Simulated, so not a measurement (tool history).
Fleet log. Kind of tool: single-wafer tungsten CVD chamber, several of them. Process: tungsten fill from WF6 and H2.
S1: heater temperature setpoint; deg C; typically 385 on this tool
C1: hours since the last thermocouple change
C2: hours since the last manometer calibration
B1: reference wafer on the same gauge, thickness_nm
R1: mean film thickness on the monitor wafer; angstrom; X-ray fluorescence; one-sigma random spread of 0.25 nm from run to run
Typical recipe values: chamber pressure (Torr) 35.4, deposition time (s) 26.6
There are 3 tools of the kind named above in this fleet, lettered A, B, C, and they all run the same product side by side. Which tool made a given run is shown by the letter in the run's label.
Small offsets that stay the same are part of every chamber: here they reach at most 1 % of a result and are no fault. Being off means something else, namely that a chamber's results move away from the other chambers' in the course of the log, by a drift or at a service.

run 1A hour=4.9 | S1=385 chamber_pressure_(Torr)=35.4 deposition_time_(s)=26.6 | C1=667.8 C2=617.9 | B1=73.992 | R1=630.85
run 2C hour=10.8 | S1=385 chamber_pressure_(Torr)=35.4 deposition_time_(s)=26.6 | C1=1846.1 C2=1690.2 | B1=74.025 | R1=625.28
run 3B hour=18.9 | S1=385 chamber_pressure_(Torr)=35.4 deposition_time_(s)=26.6 | C1=2133.7 C2=2324.2 | B1=73.994 | R1=630.83
run 4A hour=25.6 | S1=385 chamber_pressure_(Torr)=35.4 deposition_time_(s)=26.6 | C1=688.5 C2=638.6 | B1=73.978 | R1=629.47
run 5B hour=29.7 | S1=385 chamber_pressure_(Torr)=35.4 deposition_time_(s)=26.6 | C1=2144.5 C2=2335 | B1=73.987 | R1=621.83
run 6C hour=36 | S1=385 chamber_pressure_(Torr)=35.4 deposition_time_(s)=26.6 | C1=1871.3 C2=1715.4 | B1=74.067 | R1=624.29
run 7A hour=40.5 | S1=385 chamber_pressure_(Torr)=35.4 deposition_time_(s)=26.6 | C1=703.4 C2=653.5 | B1=73.954 | R1=626.72
run 8B hour=46.9 | S1=385 chamber_pressure_(Torr)=35.4 deposition_time_(s)=26.6 | C1=2161.7 C2=2352.2 | B1=74.027 | R1=628.55
run 9C hour=55.6 | S1=385 chamber_pressure_(Torr)=35.4 deposition_time_(s)=26.6 | C1=1890.9 C2=1735 | B1=74.009 | R1=625.6
run 10A hour=59.5 | S1=385 chamber_pressure_(Torr)=35.4 deposition_time_(s)=26.6 | C1=722.4 C2=672.5 | B1=73.992 | R1=635.89
run 11C hour=67.4 | S1=385 chamber_pressure_(Torr)=35.4 deposition_time_(s)=26.6 | C1=1902.7 C2=1746.8 | B1=74.066 | R1=625.55
run 12B hour=74.1 | S1=385 chamber_pressure_(Torr)=35.4 deposition_time_(s)=26.6 | C1=2188.9 C2=2379.4 | B1=74.098 | R1=625.46
run 13A hour=82.7 | S1=385 chamber_pressure_(Torr)=35.4 deposition_time_(s)=31.7 | C1=745.6 C2=695.7 | B1=74.005 | R1=751.08
-- hour=85.4 chamber B: thermocouple changed; heater temperature recalibrated
run 14C hour=90.4 | S1=385 chamber_pressure_(Torr)=35.4 deposition_time_(s)=31.7 | C1=1925.7 C2=1769.8 | B1=73.946 | R1=741.49
run 15B hour=98.2 | S1=385 chamber_pressure_(Torr)=35.4 deposition_time_(s)=31.7 | C1=12.9 C2=2403.5 | B1=73.94 | R1=779.18
run 16A hour=105.6 | S1=385 chamber_pressure_(Torr)=35.4 deposition_time_(s)=26.6 | C1=768.5 C2=718.6 | B1=74.014 | R1=629.68
-- hour=110 chamber C: capacitance manometer re-zeroed and calibrated
run 17C hour=111 | S1=385 chamber_pressure_(Torr)=35.4 deposition_time_(s)=26.6 | C1=1946.3 C2=1.1 | B1=73.935 | R1=626.64
run 18B hour=115.5 | S1=385 chamber_pressure_(Torr)=35.4 deposition_time_(s)=26.6 | C1=30.2 C2=2420.8 | B1=74.059 | R1=647.37
run 19A hour=119.3 | S1=385 chamber_pressure_(Torr)=35.4 deposition_time_(s)=26.6 | C1=782.2 C2=732.3 | B1=73.882 | R1=628.89
run 20B hour=124.3 | S1=385 chamber_pressure_(Torr)=35.4 deposition_time_(s)=26.6 | C1=39 C2=2429.6 | B1=73.996 | R1=654.82
run 21C hour=131.7 | S1=385 chamber_pressure_(Torr)=35.4 deposition_time_(s)=26.6 | C1=1967 C2=21.8 | B1=74.076 | R1=623.63
run 22B hour=136.2 | S1=385 chamber_pressure_(Torr)=35.4 deposition_time_(s)=26.6 | C1=50.9 C2=2441.5 | B1=74.015 | R1=656.84
run 23C hour=142.4 | S1=378 chamber_pressure_(Torr)=28.9 deposition_time_(s)=26.6 | C1=1977.7 C2=32.5 | B1=73.978 | R1=495.97
run 24A hour=146.6 | S1=378 chamber_pressure_(Torr)=28.9 deposition_time_(s)=26.6 | C1=809.5 C2=759.6 | B1=73.965 | R1=496.93

For the next run the whole fleet of 3 chambers uses the same settings. Give each chamber's results:
run 25A hour=152.8 | S1=392 chamber_pressure_(Torr)=35.4 deposition_time_(s)=26.6 | R1=?
run 25B hour=152.8 | S1=392 chamber_pressure_(Torr)=35.4 deposition_time_(s)=26.6 | R1=?
run 25C hour=152.8 | S1=392 chamber_pressure_(Torr)=35.4 deposition_time_(s)=26.6 | R1=?

run=25A R1=723.03
run=25B R1=745.27
run=25C R1=717.63
